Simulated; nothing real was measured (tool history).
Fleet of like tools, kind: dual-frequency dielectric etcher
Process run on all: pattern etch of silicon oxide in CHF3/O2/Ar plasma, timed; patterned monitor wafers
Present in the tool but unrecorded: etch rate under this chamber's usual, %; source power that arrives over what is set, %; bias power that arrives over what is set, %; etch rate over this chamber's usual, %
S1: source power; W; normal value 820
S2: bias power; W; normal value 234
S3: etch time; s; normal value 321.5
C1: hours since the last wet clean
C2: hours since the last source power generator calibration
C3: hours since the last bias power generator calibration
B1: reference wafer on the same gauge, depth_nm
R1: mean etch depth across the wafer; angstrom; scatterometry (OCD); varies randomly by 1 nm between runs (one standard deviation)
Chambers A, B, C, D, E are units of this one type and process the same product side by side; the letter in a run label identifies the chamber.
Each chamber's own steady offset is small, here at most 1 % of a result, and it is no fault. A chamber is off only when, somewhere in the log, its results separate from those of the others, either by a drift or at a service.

| run | hour | S1 | S2 | S3 | C1 | C2 | C3 | B1 | R1 |
|---|---|---|---|---|---|---|---|---|---|
| 1C | 8.9 | 820 | 234 | 321.5 | 82.1 | 419.9 | 1444.9 | 700.05 | 7757.2 |
| 2A | 17 | 820 | 234 | 321.5 | 26 | 58.8 | 3763.2 | 699.79 | 7832.2 |
| 3D | 23 | 820 | 234 | 321.5 | 298.6 | 1431.4 | 203.5 | 699.89 | 7793.8 |
| 4E | 30.2 | 820 | 234 | 321.5 | 160.8 | 320.5 | 3219.2 | 699.89 | 7823.6 |
| 5B | 39.3 | 820 | 234 | 321.5 | 422.9 | 733.6 | 257.6 | 699.28 | 7771.7 |
| 6B | 47.3 | 820 | 234 | 321.5 | 430.9 | 741.6 | 265.6 | 699.38 | 7778.7 |
| 7A | 55.9 | 820 | 234 | 321.5 | 64.9 | 97.7 | 3802.1 | 699.13 | 7828.6 |
| 8C | 60.7 | 820 | 234 | 394.5 | 133.9 | 471.7 | 1496.7 | 699.25 | 9535.2 |
| 9D | 65.5 | 820 | 234 | 394.5 | 341.1 | 1473.9 | 246 | 699.23 | 9531 |
| 10E | 70.8 | 820 | 234 | 394.5 | 201.4 | 361.1 | 3259.8 | 699.1 | 9615.4 |
| 11E | 77.2 | 820 | 234 | 394.5 | 207.8 | 367.5 | 3266.2 | 699 | 9621.6 |
| 12D | 85 | 820 | 234 | 394.5 | 360.6 | 1493.4 | 265.5 | 698.78 | 9521.7 |
| 13C | 92.5 | 820 | 234 | 377.5 | 165.7 | 503.5 | 1528.5 | 698.88 | 9124.1 |
| 14B | 100.4 | 820 | 234 | 377.5 | 484 | 794.7 | 318.7 | 698.7 | 9114.4 |
| 15A | 109.5 | 820 | 234 | 377.5 | 118.5 | 151.3 | 3855.7 | 698.29 | 9164.1 |
| 16E | 114.9 | 820 | 234 | 377.5 | 245.5 | 405.2 | 3303.9 | 698.53 | 9210.8 |
| 17A | 123.4 | 820 | 234 | 377.5 | 132.4 | 165.2 | 3869.6 | 698.53 | 9180.3 |
| 18C | 129.3 | 820 | 234 | 321.5 | 202.5 | 540.3 | 1565.3 | 698.24 | 7753 |
| 19B | 134.3 | 820 | 234 | 321.5 | 517.9 | 828.6 | 352.6 | 698.22 | 7748.9 |
| 20D | 139.4 | 820 | 234 | 321.5 | 415 | 1547.8 | 319.9 | 698.07 | 7754.6 |
| 21D | 147 | 820 | 234 | 321.5 | 422.6 | 1555.4 | 327.5 | 697.96 | 7755.3 |
| 22B | 154.4 | 820 | 234 | 321.5 | 538 | 848.7 | 372.7 | 698.03 | 7757.6 |
| 23C | 162.2 | 820 | 234 | 321.5 | 235.4 | 573.2 | 1598.2 | 697.85 | 7765.1 |
| 24A | 168.8 | 670 | 234 | 321.5 | 177.8 | 210.6 | 3915 | 697.77 | 7236.6 |
| 25E | 177.3 | 670 | 234 | 321.5 | 307.9 | 467.6 | 3366.3 | 697.74 | 7246.1 |
| 26A | 183.7 | 670 | 234 | 321.5 | 192.7 | 225.5 | 3929.9 | 697.47 | 7240.8 |
| 27E | 190.2 | 670 | 234 | 321.5 | 320.8 | 480.5 | 3379.2 | 697.58 | 7222.4 |
| 28B | 197.9 | 670 | 234 | 321.5 | 581.5 | 892.2 | 416.2 | 697.3 | 7180.1 |
| 29D | 207.2 | 820 | 234 | 321.5 | 482.8 | 1615.6 | 387.7 | 697.43 | 7733.1 |
| 30C | 212.4 | 820 | 234 | 321.5 | 285.6 | 623.4 | 1648.4 | 697 | 7742.9 |
| 31B | 218.3 | 820 | 234 | 321.5 | 601.9 | 912.6 | 436.6 | 697.27 | 7751.7 |
| 32E | 224.7 | 820 | 234 | 321.5 | 355.3 | 515 | 3413.7 | 697.16 | 7819.9 |
| 33A | 229.7 | 820 | 234 | 321.5 | 238.7 | 271.5 | 3975.9 | 696.72 | 7793.6 |
| 34C | 235.7 | 820 | 234 | 321.5 | 308.9 | 646.7 | 1671.7 | 696.91 | 7755.4 |
| 35D | 244.5 | 820 | 234 | 321.5 | 520.1 | 1652.9 | 425 | 696.93 | 7740.3 |
| 36E | 250 | 820 | 234 | 321.5 | 380.6 | 540.3 | 3439 | 696.64 | 7809.4 |
| 37C | 256.7 | 820 | 234 | 321.5 | 329.9 | 667.7 | 1692.7 | 696.74 | 7749.9 |
|  | 264 | chamber D: wet clean of the chamber |
| 38D | 265.3 | 820 | 234 | 236 | 1.3 | 1673.7 | 445.8 | 696.52 | 5683.3 |
| 39A | 273.9 | 820 | 234 | 236 | 282.9 | 315.7 | 4020.1 | 696.45 | 5724.3 |

Does one chamber stand apart from the rest, does the shared gauge drift, or is all well apart from small per-chamber offsets? Give the chamber and the most likely cause, where there is one.

The shared gauge is drifting. All chambers look as if they move in step, but none is off.
Most likely cause: gauge reads low (%) = 0.531.

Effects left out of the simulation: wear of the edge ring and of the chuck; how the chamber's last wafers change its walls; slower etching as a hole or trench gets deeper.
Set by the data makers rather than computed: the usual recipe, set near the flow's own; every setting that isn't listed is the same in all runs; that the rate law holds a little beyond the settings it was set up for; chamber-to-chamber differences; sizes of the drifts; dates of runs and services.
